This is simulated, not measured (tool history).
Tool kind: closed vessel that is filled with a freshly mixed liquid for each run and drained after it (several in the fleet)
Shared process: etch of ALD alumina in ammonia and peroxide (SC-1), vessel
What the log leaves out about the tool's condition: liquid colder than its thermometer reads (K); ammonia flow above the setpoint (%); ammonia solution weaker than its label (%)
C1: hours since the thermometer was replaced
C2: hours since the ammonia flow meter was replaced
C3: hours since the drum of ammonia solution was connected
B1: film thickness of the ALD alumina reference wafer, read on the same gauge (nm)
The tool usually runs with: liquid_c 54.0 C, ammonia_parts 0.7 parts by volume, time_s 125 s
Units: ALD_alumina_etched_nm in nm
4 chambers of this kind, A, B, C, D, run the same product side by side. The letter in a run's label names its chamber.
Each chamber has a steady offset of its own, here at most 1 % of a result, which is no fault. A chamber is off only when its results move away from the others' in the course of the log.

run 1C hour=6.7 | liquid_c=54.0 ammonia_parts=0.7 time_s=125 | C1=1294.4 C2=1888.1 C3=353.4 | B1=89.979 | ALD_alumina_etched_nm=10.6710
run 2B hour=20.3 | liquid_c=54.0 ammonia_parts=0.7 time_s=125 | C1=456.4 C2=98.3 C3=184.1 | B1=89.982 | ALD_alumina_etched_nm=10.2790
run 3A hour=32.5 | liquid_c=54.0 ammonia_parts=0.7 time_s=125 | C1=1149.1 C2=1214.4 C3=1094.8 | B1=89.978 | ALD_alumina_etched_nm=10.6700
-- hour=39.9 chamber C: thermometer replaced
run 4D hour=42.9 | liquid_c=54.0 ammonia_parts=0.7 time_s=125 | C1=245.7 C2=523.2 C3=107.9 | B1=90.015 | ALD_alumina_etched_nm=10.2640
run 5A hour=54.2 | liquid_c=54.0 ammonia_parts=0.7 time_s=125 | C1=1170.8 C2=1236.1 C3=1116.5 | B1=89.974 | ALD_alumina_etched_nm=10.4010
run 6D hour=62.2 | liquid_c=54.0 ammonia_parts=0.7 time_s=125 | C1=265.0 C2=542.5 C3=127.2 | B1=90.036 | ALD_alumina_etched_nm=10.4390
run 7B hour=71.8 | liquid_c=54.0 ammonia_parts=0.7 time_s=125 | C1=507.9 C2=149.8 C3=235.6 | B1=89.998 | ALD_alumina_etched_nm=10.3620
run 8C hour=85.3 | liquid_c=54.0 ammonia_parts=0.7 time_s=125 | C1=45.4 C2=1966.7 C3=432.0 | B1=90.011 | ALD_alumina_etched_nm=10.4560
run 9D hour=95.4 | liquid_c=54.0 ammonia_parts=0.7 time_s=125 | C1=298.2 C2=575.7 C3=160.4 | B1=90.004 | ALD_alumina_etched_nm=10.3690
-- hour=104.0 chamber A: new drum of ammonia solution connected
run 10B hour=106.3 | liquid_c=54.0 ammonia_parts=0.7 time_s=125 | C1=542.4 C2=184.3 C3=270.1 | B1=90.039 | ALD_alumina_etched_nm=10.3890
run 11C hour=119.1 | liquid_c=54.0 ammonia_parts=0.7 time_s=125 | C1=79.2 C2=2000.5 C3=465.8 | B1=89.995 | ALD_alumina_etched_nm=10.5880
run 12A hour=133.8 | liquid_c=54.0 ammonia_parts=0.7 time_s=125 | C1=1250.4 C2=1315.7 C3=29.8 | B1=90.025 | ALD_alumina_etched_nm=10.1330
-- hour=142.8 chamber B: new drum of ammonia solution connected
run 13A hour=144.4 | liquid_c=54.0 ammonia_parts=0.7 time_s=125 | C1=1261.0 C2=1326.3 C3=40.4 | B1=90.012 | ALD_alumina_etched_nm=10.0040
run 14D hour=151.2 | liquid_c=54.0 ammonia_parts=0.7 time_s=125 | C1=354.0 C2=631.5 C3=216.2 | B1=90.023 | ALD_alumina_etched_nm=10.4460
run 15B hour=162.5 | liquid_c=62.5 ammonia_parts=0.7 time_s=165 | C1=598.6 C2=240.5 C3=19.8 | B1=90.002 | ALD_alumina_etched_nm=21.1870
run 16C hour=172.1 | liquid_c=62.5 ammonia_parts=0.7 time_s=165 | C1=132.2 C2=2053.5 C3=518.8 | B1=90.040 | ALD_alumina_etched_nm=21.6010
run 17A hour=187.2 | liquid_c=62.5 ammonia_parts=0.7 time_s=165 | C1=1303.8 C2=1369.1 C3=83.2 | B1=90.050 | ALD_alumina_etched_nm=20.7410
run 18C hour=200.1 | liquid_c=62.5 ammonia_parts=0.7 time_s=165 | C1=160.2 C2=2081.5 C3=546.8 | B1=90.021 | ALD_alumina_etched_nm=21.5180
run 19D hour=211.6 | liquid_c=54.0 ammonia_parts=0.7 time_s=125 | C1=414.4 C2=691.9 C3=276.6 | B1=90.017 | ALD_alumina_etched_nm=10.3870
run 20B hour=219.1 | liquid_c=45.0 ammonia_parts=0.7 time_s=60 | C1=655.2 C2=297.1 C3=76.4 | B1=89.984 | ALD_alumina_etched_nm=3.0353
run 21C hour=231.1 | liquid_c=45.0 ammonia_parts=0.7 time_s=60 | C1=191.2 C2=2112.5 C3=577.8 | B1=90.035 | ALD_alumina_etched_nm=3.0847
-- hour=239.8 chamber D: new drum of ammonia solution connected
run 22B hour=244.2 | liquid_c=45.0 ammonia_parts=0.7 time_s=60 | C1=680.3 C2=322.2 C3=101.5 | B1=89.995 | ALD_alumina_etched_nm=3.0755
run 23A hour=252.1 | liquid_c=45.0 ammonia_parts=0.7 time_s=60 | C1=1368.7 C2=1434.0 C3=148.1 | B1=90.005 | ALD_alumina_etched_nm=2.8834
run 24D hour=262.1 | liquid_c=47.0 ammonia_parts=0.7 time_s=125 | C1=464.9 C2=742.4 C3=22.3 | B1=90.036 | ALD_alumina_etched_nm=7.0742
run 25C hour=269.4 | liquid_c=47.0 ammonia_parts=0.7 time_s=125 | C1=229.5 C2=2150.8 C3=616.1 | B1=90.011 | ALD_alumina_etched_nm=7.1113
run 26B hour=284.2 | liquid_c=47.0 ammonia_parts=0.7 time_s=125 | C1=720.3 C2=362.2 C3=141.5 | B1=89.984 | ALD_alumina_etched_nm=7.1162
run 27D hour=290.9 | liquid_c=47.0 ammonia_parts=0.7 time_s=125 | C1=493.7 C2=771.2 C3=51.1 | B1=89.966 | ALD_alumina_etched_nm=7.1409
run 28A hour=303.4 | liquid_c=54.0 ammonia_parts=0.7 time_s=125 | C1=1420.0 C2=1485.3 C3=199.4 | B1=89.981 | ALD_alumina_etched_nm=9.5354

The same settings go to every chamber for the next run, one line per chamber below. Forecast the results for each:
run 29A hour=314.2 | liquid_c=54.0 ammonia_parts=0.7 time_s=125 | ALD_alumina_etched_nm=?
run 29B hour=314.2 | liquid_c=54.0 ammonia_parts=0.7 time_s=125 | ALD_alumina_etched_nm=?
run 29C hour=314.2 | liquid_c=54.0 ammonia_parts=0.7 time_s=125 | ALD_alumina_etched_nm=?
run 29D hour=314.2 | liquid_c=54.0 ammonia_parts=0.7 time_s=125 | ALD_alumina_etched_nm=?

run=29A ALD_alumina_etched_nm=9.4071
run=29B ALD_alumina_etched_nm=10.3220
run=29C ALD_alumina_etched_nm=10.6590
run=29D ALD_alumina_etched_nm=10.5830
